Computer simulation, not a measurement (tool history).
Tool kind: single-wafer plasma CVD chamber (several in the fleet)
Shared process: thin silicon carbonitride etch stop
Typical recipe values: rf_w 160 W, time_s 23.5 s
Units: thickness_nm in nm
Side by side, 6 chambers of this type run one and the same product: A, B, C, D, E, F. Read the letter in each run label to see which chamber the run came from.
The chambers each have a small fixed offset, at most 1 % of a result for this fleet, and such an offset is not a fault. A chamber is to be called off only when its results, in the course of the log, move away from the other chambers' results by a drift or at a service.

| run | hour | rf_w | time_s | read-back reference wafer on the same gauge, thickness_nm | thickness_nm |
|---|---|---|---|---|---|
| 1E | 2.7 | 160 | 23.5 | 14.998 | 12.400 |
| 2F | 4.9 | 160 | 23.5 | 14.996 | 12.563 |
| 3B | 8.3 | 160 | 23.5 | 14.990 | 12.418 |
| 4C | 11.6 | 160 | 23.5 | 14.995 | 12.509 |
| 5A | 14.2 | 160 | 23.5 | 14.987 | 12.569 |
| 6D | 17.4 | 160 | 25.3 | 14.986 | 13.435 |
| 7D | 20.2 | 160 | 25.3 | 14.985 | 13.421 |
| 8E | 23.8 | 160 | 25.3 | 14.983 | 13.338 |
| 9B | 28.0 | 160 | 25.3 | 14.982 | 13.386 |
| 10C | 30.6 | 160 | 25.3 | 14.979 | 13.445 |
| 11A | 32.9 | 160 | 25.3 | 14.979 | 13.518 |
| 12F | 37.5 | 160 | 23.5 | 14.979 | 12.560 |
| 13F | 41.8 | 135 | 23.5 | 14.967 | 11.960 |
| 14C | 45.8 | 135 | 23.5 | 14.975 | 11.855 |
| 15B | 49.1 | 135 | 23.5 | 14.967 | 11.773 |
| 16E | 53.1 | 135 | 23.5 | 14.974 | 11.753 |
| 17A | 56.8 | 135 | 23.5 | 14.967 | 11.900 |
| 18D | 58.8 | 135 | 23.5 | 14.967 | 11.838 |
| 19D | 63.2 | 150 | 23.5 | 14.961 | 12.225 |
| 20F | 66.3 | 150 | 23.5 | 14.958 | 12.343 |
| 21E | 70.5 | 150 | 23.5 | 14.952 | 12.116 |
| 22C | 73.8 | 150 | 23.5 | 14.956 | 12.272 |
| 23B | 78.2 | 150 | 23.5 | 14.950 | 12.136 |
| 24A | 80.9 | 150 | 23.5 | 14.949 | 12.271 |
| 25F | 83.0 | 160 | 23.5 | 14.957 | 12.527 |
| 26C | 87.3 | 160 | 23.5 | 14.952 | 12.460 |
| 27D | 91.9 | 160 | 23.5 | 14.948 | 12.434 |
| 28E | 96.2 | 160 | 23.5 | 14.942 | 12.371 |
| 29B | 100.0 | 160 | 23.5 | 14.935 | 12.426 |
| 30A | 103.2 | 160 | 23.5 | 14.936 | 12.514 |
| 31F | 106.5 | 160 | 23.5 | 14.940 | 12.534 |
|  | 107.4 | chamber E: RF generator calibrated |
| 32C | 109.4 | 160 | 23.5 | 14.928 | 12.487 |
| 33B | 111.9 | 160 | 23.5 | 14.934 | 12.390 |
| 34D | 114.0 | 160 | 23.5 | 14.936 | 12.442 |
| 35E | 117.4 | 130 | 23.5 | 14.928 | 11.587 |
| 36A | 121.2 | 130 | 23.5 | 14.928 | 11.752 |
| 37F | 123.2 | 130 | 23.5 | 14.921 | 11.780 |
| 38C | 125.3 | 130 | 23.5 | 14.923 | 11.711 |
| 39B | 129.1 | 130 | 23.5 | 14.917 | 11.632 |
| 40D | 132.0 | 130 | 23.5 | 14.919 | 11.652 |
| 41E | 134.1 | 160 | 23.5 | 14.922 | 12.334 |
| 42A | 137.3 | 160 | 23.5 | 14.915 | 12.507 |
| 43B | 140.9 | 160 | 23.5 | 14.911 | 12.385 |

Which is it: a chamber that has drifted or been left off by a service, a gauge drift common to all chambers, or only each chamber's usual small offset? If a chamber is off, name it and its likeliest cause.

The shared gauge is drifting. All chambers look as if they move in step, but none is off.
What lies behind it: gauge reads low (%) = 0.59.
